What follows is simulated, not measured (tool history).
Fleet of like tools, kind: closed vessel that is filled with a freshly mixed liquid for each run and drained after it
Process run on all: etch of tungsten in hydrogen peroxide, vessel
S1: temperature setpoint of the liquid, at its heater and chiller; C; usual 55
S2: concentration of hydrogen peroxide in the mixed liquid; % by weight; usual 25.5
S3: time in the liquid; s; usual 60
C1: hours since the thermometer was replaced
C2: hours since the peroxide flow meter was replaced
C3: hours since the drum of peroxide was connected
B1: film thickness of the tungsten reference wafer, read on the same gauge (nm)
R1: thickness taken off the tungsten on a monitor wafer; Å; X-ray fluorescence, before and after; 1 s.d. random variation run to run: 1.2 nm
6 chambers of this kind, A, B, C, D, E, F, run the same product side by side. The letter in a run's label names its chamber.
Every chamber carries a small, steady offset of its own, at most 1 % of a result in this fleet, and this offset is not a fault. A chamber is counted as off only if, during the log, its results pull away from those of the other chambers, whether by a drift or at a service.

run	hour	S1	S2	S3	C1	C2	C3	B1	R1
1A	5.2	55	25.5	60	204.7	574.6	575.9	89.992	1683
2E	9.3	55	25.5	60	205	778.4	69.3	90.009	1676.9
3D	14.5	55	25.5	60	299.2	1158.6	383.3	89.988	1672.4
# hour 15.1: chamber D: new drum of peroxide connected
4B	19	55	25.5	60	1215.4	437.5	98.8	90.009	1671.1
5C	25.3	55	25.5	60	2619.4	209	543.2	90.012	1694.3
6F	31.1	55	25.5	60	1346.2	1459.2	51.1	89.989	1698.7
7F	35.8	55	25.5	60	1350.9	1463.9	55.8	89.986	1681.8
8E	41.4	55	25.5	60	237.1	810.5	101.4	90.012	1666
9D	47.3	55	25.5	60	332	1191.4	32.3	89.997	1687.7
10C	50.5	55	25.5	60	2644.6	234.2	568.4	90.005	1698.1
11B	53.8	55	25.5	60	1250.2	472.3	133.6	90.004	1712
12A	56.7	50	25.5	85	256.2	626.1	627.4	90.001	1762.5
13A	61.9	50	25.5	85	261.4	631.3	632.6	90.005	1783.9
14C	64.9	50	25.5	85	2659	248.6	582.8	90.02	1758.6
15E	68.3	50	25.5	85	264	837.4	128.3	90.002	1754
# hour 71.3: chamber A: peroxide flow meter replaced
16F	73.3	50	25.5	85	1388.4	1501.4	93.3	89.999	1750.7
17B	79.2	50	25.5	85	1275.6	497.7	159	90.02	1762.6
18D	82.9	55	25.5	45	367.6	1227	67.9	89.986	1241.9
# hour 84.5: chamber A: new drum of peroxide connected
19A	86.9	55	25.5	45	286.4	15.6	2.5	90.016	1269.8
20E	90.1	55	25.5	45	285.8	859.2	150.1	90.007	1275.2
21C	96.2	55	25.5	45	2690.3	279.9	614.1	90.002	1263.2
22B	99.4	55	25.5	45	1295.8	517.9	179.2	89.987	1241.9
23F	104.9	55	25.5	45	1420	1533	124.9	89.993	1267.5
24D	108.4	55	25.5	60	393.1	1252.5	93.4	89.968	1624.8
25C	114.1	55	28.5	60	2708.2	297.8	632	89.996	1789.4
26A	119	55	28.5	60	318.5	47.7	34.6	90.01	1794.8
27D	124.9	55	28.5	60	409.6	1269	109.9	89.99	1728.7
28B	127.6	55	28.5	60	1324	546.1	207.4	89.979	1768
29E	131.8	55	28.5	60	327.5	900.9	191.8	90.028	1785.3
30F	137.5	55	28.5	60	1452.6	1565.6	157.5	89.999	1765.7
31A	140.9	55	25.5	60	340.4	69.6	56.5	89.988	1682.5
32B	144.9	55	25.5	60	1341.3	563.4	224.7	89.992	1685.3
33F	151.1	55	25.5	60	1466.2	1579.2	171.1	89.979	1686.7
34C	156.2	55	25.5	60	2750.3	339.9	674.1	90.017	1680.2
35E	161.4	55	25.5	60	357.1	930.5	221.4	89.999	1689.5
36D	165.9	55	25.5	60	450.6	1310	150.9	90.009	1592
37C	171	55	25.5	60	2765.1	354.7	688.9	89.987	1705.1
38A	177	55	25.5	60	376.5	105.7	92.6	89.967	1703.4
39F	181.3	55	25.5	45	1496.4	1609.4	201.3	89.97	1274

For the next run the whole fleet of 6 chambers uses the same settings. Give each chamber's results:
40A	185.8	55	25.5	60					?
40B	185.8	55	25.5	60					?
40C	185.8	55	25.5	60					?
40D	185.8	55	25.5	60					?
40E	185.8	55	25.5	60					?
40F	185.8	55	25.5	60					?

run	R1
40A	1690.9
40B	1673.7
40C	1691.2
40D	1580.7
40E	1678.7
40F	1663.7

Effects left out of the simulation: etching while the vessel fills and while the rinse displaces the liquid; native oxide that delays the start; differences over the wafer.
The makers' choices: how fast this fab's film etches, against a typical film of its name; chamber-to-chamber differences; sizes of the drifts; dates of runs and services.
